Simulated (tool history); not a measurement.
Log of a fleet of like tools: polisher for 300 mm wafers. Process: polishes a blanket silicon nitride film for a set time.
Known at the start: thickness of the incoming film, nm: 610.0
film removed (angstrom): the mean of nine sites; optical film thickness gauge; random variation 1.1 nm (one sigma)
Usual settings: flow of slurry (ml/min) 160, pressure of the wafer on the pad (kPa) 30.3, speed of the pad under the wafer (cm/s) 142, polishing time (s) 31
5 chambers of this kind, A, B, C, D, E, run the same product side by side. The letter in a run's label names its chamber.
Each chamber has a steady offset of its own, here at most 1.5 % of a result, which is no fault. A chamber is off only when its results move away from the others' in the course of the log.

run,day,flow of slurry (ml/min),pressure of the wafer on the pad (kPa),speed of the pad under the wafer (cm/s),polishing time (s),wafers polished on this pad,hours since the slurry nozzle was cleaned,hours since the head pressure was calibrated,film removed (angstrom)
1E,0.283,160,30.3,142,31,836,204.3,135.2,814.34
2D,0.496,160,30.3,142,31,209,323.2,303.2,816.89
3C,0.796,160,30.3,142,31,653,500.8,919.9,803.63
# day 0.867: chamber A: worn pad replaced by a new one
4A,1,160,30.3,142,31,41,306.7,244.9,815.61
# day 1.1: chamber B: slurry nozzle cleaned
# day 1.133: chamber E: worn pad replaced by a new one
5B,1.296,160,30.3,142,31,439,4.8,699.3,796.36
6A,1.533,200,23.4,142,31,202,319.5,257.7,649.12
7C,1.688,200,23.4,142,31,924,522.2,941.3,658.23
8B,1.975,200,23.4,142,31,645,21.1,715.6,662.84
9D,2.146,200,23.4,142,31,709,362.8,342.8,644.01
10E,2.325,200,23.4,142,31,362,253.3,184.2,675.82
11C,2.608,160,30.3,142,31,1203,544.3,963.4,816.37
12E,2.779,160,30.3,142,31,500,264.2,195.1,800.05
13A,2.971,160,30.3,142,31,638,354,292.2,815.39
14D,3.225,160,30.3,142,31,1036,388.7,368.7,784.85
15B,3.512,160,30.3,142,31,1111,58,752.5,801.04
16D,3.8,160,30.3,142,31,1211,402.5,382.5,827.93
17A,4.142,160,34.5,142,26,994,382.1,320.3,775.51
# day 4.312: chamber A: worn pad replaced by a new one
18E,4.462,160,34.5,142,26,1010,304.6,235.5,786.28
19C,4.621,160,34.5,142,26,1813,592.6,1011.7,758.25
# day 4.767: chamber D: worn pad replaced by a new one
# day 4.921: chamber B: worn pad replaced by a new one
20B,4.967,160,34.5,142,26,14,92.9,787.4,788.04
21E,5.146,160,34.5,142,26,1218,321,251.9,769.68
# day 5.312: chamber E: worn pad replaced by a new one
22B,5.383,160,30.3,142,31,140,102.9,797.4,821.45
23C,5.696,160,30.3,142,31,2139,618.4,1037.5,801.67
24A,5.883,160,22.1,142,31,477,423.9,362.1,604.06
25D,6.121,160,22.1,142,31,410,458.2,438.2,591.07
26C,6.346,160,22.1,142,31,2337,634,1053.1,570.96
27B,6.508,160,22.1,142,31,482,129.9,824.4,599.99
28E,6.662,160,22.1,142,31,410,357.4,288.3,594.61
29A,6.85,160,30.3,142,31,770,447.1,385.3,803.43
30D,7.092,160,30.3,142,31,705,481.5,461.5,820.08
31C,7.4,160,30.3,142,31,2656,659.3,1078.4,760.26
32B,7.662,160,30.3,142,31,832,157.6,852.1,813.62
# day 7.783: chamber C: slurry nozzle cleaned
# day 7.9: chamber A: worn pad replaced by a new one
33A,7.917,160,30.3,142,31,5,472.7,410.9,806.11
34E,8.262,160,30.3,142,31,895,395.8,326.7,825.99
35D,8.454,160,30.3,142,31,1118,514.2,494.2,819.16
# day 8.754: chamber E: worn pad replaced by a new one
36A,8.758,160,30.3,142,31,261,492.9,431.1,815.39
37C,9.092,160,30.3,142,31,3170,31.5,1119,735.93
38D,9.367,160,30.3,142,31,1395,536.1,516.1,791.84
# day 9.438: chamber B: worn pad replaced by a new one
39E,9.671,160,30.3,142,31,279,429.6,360.5,823.58
# day 9.679: chamber D: worn pad replaced by a new one
40B,9.992,160,30.3,142,31,168,213.5,908,788.88
# day 10.029: chamber A: head pressure recalibrated
41A,10.229,160,30.3,142,31,707,528.2,4.8,810.45
# day 10.321: chamber B: slurry nozzle cleaned
42E,10.4,160,24.8,104,31,500,447.1,378,524.01
43B,10.583,160,24.8,104,31,347,6.3,922.2,519.75
44D,10.871,160,24.8,104,31,362,572.2,552.2,514.83

What goes on in this fleet: one chamber off, a drifting gauge, or nothing beyond the chambers' own small offsets? Name the chamber and the cause, if any.

Chamber C drifts away from the others.
Cause: removal rate lost through wear of the pad, % = 12.3.
The log may not tell that from: head's pressure below its setpoint, %.

Here are 4 candidates for chamber C's next run, each the usual settings with a change, their results left as question marks. Which one brings its results back in line with what the others give on the usual settings?
In line means no further than this from the other chambers' mean on the usual settings: film removed (angstrom) 39
45C-1,11.121,155,30.3,126,27,,,,?
45C-2,11.121,160,26.9,142,31,,,,?
45C-3,11.121,160,30.3,160,36,,,,?
45C-4,11.121,160,32.4,152,31,,,,?

The other chambers' mean on the usual settings: film removed (angstrom) 815.55
run,film removed (angstrom)
45C-1,570.3
45C-2,643.6
45C-3,926.42
45C-4,816.92
45C-4 brings the chamber back in line.
